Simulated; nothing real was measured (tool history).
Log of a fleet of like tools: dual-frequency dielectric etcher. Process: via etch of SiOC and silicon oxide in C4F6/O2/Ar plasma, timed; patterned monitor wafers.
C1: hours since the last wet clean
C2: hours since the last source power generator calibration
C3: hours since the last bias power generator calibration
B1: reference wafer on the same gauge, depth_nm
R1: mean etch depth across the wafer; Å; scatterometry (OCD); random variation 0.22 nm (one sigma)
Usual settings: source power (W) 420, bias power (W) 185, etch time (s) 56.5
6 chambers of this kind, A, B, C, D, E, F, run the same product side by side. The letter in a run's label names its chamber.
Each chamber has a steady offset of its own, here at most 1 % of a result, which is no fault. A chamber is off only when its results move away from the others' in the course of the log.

{"run": "1B", "hour": 9.6, "source power (W)": 420, "bias power (W)": 185, "etch time (s)": 56.5, "C1": 314.3, "C2": 1429.3, "C3": 993.4, "B1": 66.764, "R1": 656.59}
{"hour": 18.3, "done": "chamber A: source power generator calibrated"}
{"run": "2D", "hour": 21.8, "source power (W)": 420, "bias power (W)": 185, "etch time (s)": 56.5, "C1": 43.0, "C2": 3397.0, "C3": 358.6, "B1": 66.837, "R1": 659.26}
{"hour": 22.8, "done": "chamber B: wet clean of the chamber"}
{"run": "3F", "hour": 29.4, "source power (W)": 420, "bias power (W)": 185, "etch time (s)": 56.5, "C1": 53.6, "C2": 2746.6, "C3": 714.8, "B1": 66.849, "R1": 656.69}
{"run": "4A", "hour": 40.6, "source power (W)": 420, "bias power (W)": 185, "etch time (s)": 56.5, "C1": 474.4, "C2": 22.4, "C3": 1379.0, "B1": 66.866, "R1": 660.1}
{"run": "5C", "hour": 51.0, "source power (W)": 420, "bias power (W)": 185, "etch time (s)": 56.5, "C1": 267.8, "C2": 1991.8, "C3": 3080.1, "B1": 66.787, "R1": 648.86}
{"run": "6E", "hour": 63.7, "source power (W)": 420, "bias power (W)": 185, "etch time (s)": 56.5, "C1": 301.7, "C2": 270.2, "C3": 658.8, "B1": 66.806, "R1": 656.89}
{"run": "7D", "hour": 70.5, "source power (W)": 420, "bias power (W)": 185, "etch time (s)": 56.5, "C1": 91.7, "C2": 3445.7, "C3": 407.3, "B1": 66.825, "R1": 654.39}
{"run": "8E", "hour": 78.9, "source power (W)": 420, "bias power (W)": 185, "etch time (s)": 56.5, "C1": 316.9, "C2": 285.4, "C3": 674.0, "B1": 66.784, "R1": 653.27}
{"run": "9B", "hour": 91.1, "source power (W)": 420, "bias power (W)": 185, "etch time (s)": 56.5, "C1": 68.3, "C2": 1510.8, "C3": 1074.9, "B1": 66.841, "R1": 663.17}
{"run": "10F", "hour": 105.5, "source power (W)": 420, "bias power (W)": 202, "etch time (s)": 70.5, "C1": 129.7, "C2": 2822.7, "C3": 790.9, "B1": 66.763, "R1": 844.79}
{"run": "11C", "hour": 114.7, "source power (W)": 420, "bias power (W)": 202, "etch time (s)": 70.5, "C1": 331.5, "C2": 2055.5, "C3": 3143.8, "B1": 66.766, "R1": 836.58}
{"run": "12A", "hour": 129.3, "source power (W)": 420, "bias power (W)": 202, "etch time (s)": 70.5, "C1": 563.1, "C2": 111.1, "C3": 1467.7, "B1": 66.797, "R1": 846.09}
{"run": "13B", "hour": 137.3, "source power (W)": 420, "bias power (W)": 202, "etch time (s)": 70.5, "C1": 114.5, "C2": 1557.0, "C3": 1121.1, "B1": 66.796, "R1": 849.83}
{"run": "14D", "hour": 150.5, "source power (W)": 420, "bias power (W)": 202, "etch time (s)": 70.5, "C1": 171.7, "C2": 3525.7, "C3": 487.3, "B1": 66.787, "R1": 837.91}
{"run": "15E", "hour": 161.7, "source power (W)": 420, "bias power (W)": 202, "etch time (s)": 70.5, "C1": 399.7, "C2": 368.2, "C3": 756.8, "B1": 66.795, "R1": 844.58}
{"hour": 168.4, "done": "chamber A: wet clean of the chamber"}
{"run": "16F", "hour": 172.4, "source power (W)": 420, "bias power (W)": 185, "etch time (s)": 56.5, "C1": 196.6, "C2": 2889.6, "C3": 857.8, "B1": 66.845, "R1": 653.83}
{"run": "17C", "hour": 182.3, "source power (W)": 420, "bias power (W)": 169, "etch time (s)": 56.5, "C1": 399.1, "C2": 2123.1, "C3": 3211.4, "B1": 66.827, "R1": 633.29}
{"run": "18A", "hour": 192.4, "source power (W)": 420, "bias power (W)": 169, "etch time (s)": 56.5, "C1": 24.1, "C2": 174.2, "C3": 1530.8, "B1": 66.869, "R1": 664.87}
{"hour": 196.3, "done": "chamber E: wet clean of the chamber"}
{"run": "19A", "hour": 206.1, "source power (W)": 420, "bias power (W)": 169, "etch time (s)": 56.5, "C1": 37.8, "C2": 187.9, "C3": 1544.5, "B1": 66.76, "R1": 668.14}
{"hour": 213.2, "done": "chamber C: wet clean of the chamber"}
{"run": "20E", "hour": 217.6, "source power (W)": 420, "bias power (W)": 169, "etch time (s)": 56.5, "C1": 21.4, "C2": 424.1, "C3": 812.7, "B1": 66.785, "R1": 640.74}
{"run": "21D", "hour": 224.3, "source power (W)": 420, "bias power (W)": 169, "etch time (s)": 56.5, "C1": 245.5, "C2": 3599.5, "C3": 561.1, "B1": 66.787, "R1": 637.09}
{"run": "22F", "hour": 237.7, "source power (W)": 420, "bias power (W)": 169, "etch time (s)": 56.5, "C1": 261.9, "C2": 2954.9, "C3": 923.1, "B1": 66.842, "R1": 636.43}
{"run": "23B", "hour": 244.4, "source power (W)": 420, "bias power (W)": 185, "etch time (s)": 56.5, "C1": 221.6, "C2": 1664.1, "C3": 1228.2, "B1": 66.769, "R1": 658.33}
{"run": "24C", "hour": 253.3, "source power (W)": 420, "bias power (W)": 185, "etch time (s)": 56.5, "C1": 40.1, "C2": 2194.1, "C3": 3282.4, "B1": 66.724, "R1": 648.78}
{"run": "25A", "hour": 266.3, "source power (W)": 420, "bias power (W)": 185, "etch time (s)": 56.5, "C1": 98.0, "C2": 248.1, "C3": 1604.7, "B1": 66.73, "R1": 687.6}
{"run": "26F", "hour": 279.2, "source power (W)": 420, "bias power (W)": 185, "etch time (s)": 56.5, "C1": 303.4, "C2": 2996.4, "C3": 964.6, "B1": 66.823, "R1": 657.36}
{"hour": 283.8, "done": "chamber A: bias power generator calibrated"}
{"run": "27B", "hour": 286.0, "source power (W)": 420, "bias power (W)": 185, "etch time (s)": 56.5, "C1": 263.2, "C2": 1705.7, "C3": 1269.8, "B1": 66.806, "R1": 659.95}
{"run": "28E", "hour": 294.5, "source power (W)": 420, "bias power (W)": 185, "etch time (s)": 56.5, "C1": 98.3, "C2": 501.0, "C3": 889.6, "B1": 66.845, "R1": 657.86}
{"run": "29C", "hour": 303.9, "source power (W)": 420, "bias power (W)": 185, "etch time (s)": 56.5, "C1": 90.7, "C2": 2244.7, "C3": 3333.0, "B1": 66.838, "R1": 651.19}
{"run": "30D", "hour": 318.1, "source power (W)": 480, "bias power (W)": 185, "etch time (s)": 68.0, "C1": 339.3, "C2": 3693.3, "C3": 654.9, "B1": 66.746, "R1": 830.11}
{"run": "31C", "hour": 332.3, "source power (W)": 480, "bias power (W)": 185, "etch time (s)": 68.0, "C1": 119.1, "C2": 2273.1, "C3": 3361.4, "B1": 66.82, "R1": 825.16}
{"run": "32B", "hour": 340.7, "source power (W)": 480, "bias power (W)": 185, "etch time (s)": 68.0, "C1": 317.9, "C2": 1760.4, "C3": 1324.5, "B1": 66.78, "R1": 838.24}
{"run": "33A", "hour": 352.4, "source power (W)": 480, "bias power (W)": 185, "etch time (s)": 68.0, "C1": 184.1, "C2": 334.2, "C3": 68.6, "B1": 66.815, "R1": 875.01}
{"hour": 355.9, "done": "chamber B: wet clean of the chamber"}
{"run": "34E", "hour": 362.9, "source power (W)": 480, "bias power (W)": 185, "etch time (s)": 68.0, "C1": 166.7, "C2": 569.4, "C3": 958.0, "B1": 66.834, "R1": 833.45}
{"run": "35F", "hour": 369.4, "source power (W)": 480, "bias power (W)": 185, "etch time (s)": 68.0, "C1": 393.6, "C2": 3086.6, "C3": 1054.8, "B1": 66.802, "R1": 826.32}
{"run": "36D", "hour": 383.7, "source power (W)": 420, "bias power (W)": 185, "etch time (s)": 56.5, "C1": 404.9, "C2": 3758.9, "C3": 720.5, "B1": 66.843, "R1": 657.35}
{"run": "37C", "hour": 397.4, "source power (W)": 420, "bias power (W)": 185, "etch time (s)": 56.5, "C1": 184.2, "C2": 2338.2, "C3": 3426.5, "B1": 66.752, "R1": 650.53}
{"run": "38B", "hour": 409.4, "source power (W)": 380, "bias power (W)": 206, "etch time (s)": 56.5, "C1": 53.5, "C2": 1829.1, "C3": 1393.2, "B1": 66.87, "R1": 659.49}

Is one chamber off against the others, does the gauge drift, or is nothing wrong? If a chamber is off, say which, and what the likeliest cause is.

A service left chamber A off against the others.
Cause: etch rate over this chamber's usual, % = 4.22.

Here are 4 candidates for chamber A's next run, each the usual settings with a change, their results left as question marks. Which one brings its results back in line with what the others give on the usual settings?
In line means no further than this from the other chambers' mean on the usual settings: R1 7.60 Å
{"run": "39A-1", "hour": 420.1, "source power (W)": 420, "bias power (W)": 213, "etch time (s)": 56.5, "R1": "?"}
{"run": "39A-2", "hour": 420.1, "source power (W)": 420, "bias power (W)": 184, "etch time (s)": 55.5, "R1": "?"}
{"run": "39A-3", "hour": 420.1, "source power (W)": 420, "bias power (W)": 199, "etch time (s)": 56.5, "R1": "?"}
{"run": "39A-4", "hour": 420.1, "source power (W)": 390, "bias power (W)": 173, "etch time (s)": 56.5, "R1": "?"}

The other chambers' mean on the usual settings: R1 655.06 Å
run=39A-1 R1=720.05
run=39A-2 R1=674.29
run=39A-3 R1=704.11
run=39A-4 R1=653.65
39A-4 brings the chamber back in line.
